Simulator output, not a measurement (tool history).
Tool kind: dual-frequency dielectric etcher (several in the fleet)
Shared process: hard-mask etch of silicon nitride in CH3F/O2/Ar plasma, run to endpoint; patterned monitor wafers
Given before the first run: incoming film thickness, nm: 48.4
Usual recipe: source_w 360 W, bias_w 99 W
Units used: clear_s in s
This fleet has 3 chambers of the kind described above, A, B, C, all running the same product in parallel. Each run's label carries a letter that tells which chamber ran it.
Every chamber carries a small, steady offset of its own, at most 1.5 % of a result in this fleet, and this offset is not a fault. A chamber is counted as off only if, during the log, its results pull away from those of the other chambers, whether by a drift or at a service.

run   hour  source_w  bias_w  hours since the last wet clean  hours since the last source power generator calibration  hours since the last bias power generator calibration  clear_s
 1C   15.4       360      99                             650                                                    698.9                                                 3112.9   65.112
 2A   22.4       360      99                           273.5                                                   4393.2                                                 2864.8   64.812
 3B   37.5       360      99                           275.4                                                   3943.3                                                 1816.6   65.386
 4C   44.8       360      99                           679.4                                                    728.3                                                 3142.3   64.779
      45.6  -- chamber C: wet clean of the chamber
 5A   57.1       330      77                           308.2                                                   4427.9                                                 2899.5   73.255
 6B   64.4       330      77                           302.3                                                   3970.2                                                 1843.5   74.287
 7C   76.2       330      77                            30.7                                                    759.7                                                 3173.7   73.564
 8B   84.2       360      82                           322.1                                                     3990                                                 1863.3   70.605
 9A   97.9       360      82                             349                                                   4468.7                                                 2940.3   69.672
10B  113.4       360      82                           351.3                                                   4019.2                                                 1892.5   70.377
11C  125.1       360     113                            79.6                                                    808.6                                                 3222.6   61.954
12A  138.4       360     113                           389.5                                                   4509.2                                                 2980.8   61.539
     139.3  -- chamber A: wet clean of the chamber
13C  153.2       360     113                           107.7                                                    836.7                                                 3250.7   61.758
14B  161.8       360      99                           399.7                                                   4067.6                                                 1940.9   65.303
15A  173.4       450      99                            34.2                                                   4544.2                                                 3015.8   59.661
16C  184.7       450      99                           139.2                                                    868.2                                                 3282.2   59.438
17A  200.2       450      99                              61                                                     4571                                                 3042.6   59.865
18B  215.8       360      99                           453.7                                                   4121.6                                                 1994.9   65.879
19A  229.2       360      99                              90                                                     4600                                                 3071.6   64.502
       238  -- chamber B: wet clean of the chamber
20C  238.5       360      99                             193                                                      922                                                   3336   65.072
21B  253.3       360      99                            15.3                                                   4159.1                                                 2032.4   65.404
22A  260.5       360      99                           121.3                                                   4631.3                                                 3102.9   64.715
23B  275.7       360      99                            37.7                                                   4181.5                                                 2054.8   65.862
24C  290.5       420      99                             245                                                      974                                                   3388   61.394
25C  304.5       420      99                             259                                                      988                                                   3402   61.195
26A    314       420      99                           174.8                                                   4684.8                                                 3156.4   61.006
27B  324.7       360      99                            86.7                                                   4230.5                                                 2103.8   65.505
28B  335.7       360      99                            97.7                                                   4241.5                                                 2114.8   65.626
29C  349.3       360      99                           303.8                                                   1032.8                                                 3446.8   64.634
30A  360.6       430     113                           221.4                                                   4731.4                                                   3203   57.892
31C  367.8       430     113                           322.3                                                   1051.3                                                 3465.3   57.868
32B  383.5       430     113                           145.5                                                   4289.3                                                 2162.6   58.852
33A  393.1       360      99                           253.9                                                   4763.9                                                 3235.5    65.42
34A  404.5       360      99                           265.3                                                   4775.3                                                 3246.9   64.893
35C  413.6       360      99                           368.1                                                   1097.1                                                 3511.1   64.924
36B  422.5       360      99                           184.5                                                   4328.3                                                 2201.6   65.668
37A  434.2       360      99                             295                                                     4805                                                 3276.6   64.534
38C    445       360      99                           399.5                                                   1128.5                                                 3542.5   65.406
39B  455.6       360      99                           217.6                                                   4361.4                                                 2234.7   65.437
40A  466.1       360      99                           326.9                                                   4836.9                                                 3308.5   64.688
41C  479.2       360      99                           433.7                                                   1162.7                                                 3576.7   64.701

The same settings go to every chamber for the next run, one line per chamber below. Forecast the results for each:
42A  490.4       360      84                                                                                                                                                        ?
42B  490.4       360      84                                                                                                                                                        ?
42C  490.4       360      84                                                                                                                                                        ?

run  clear_s
42A   69.154
42B   70.136
42C   69.234
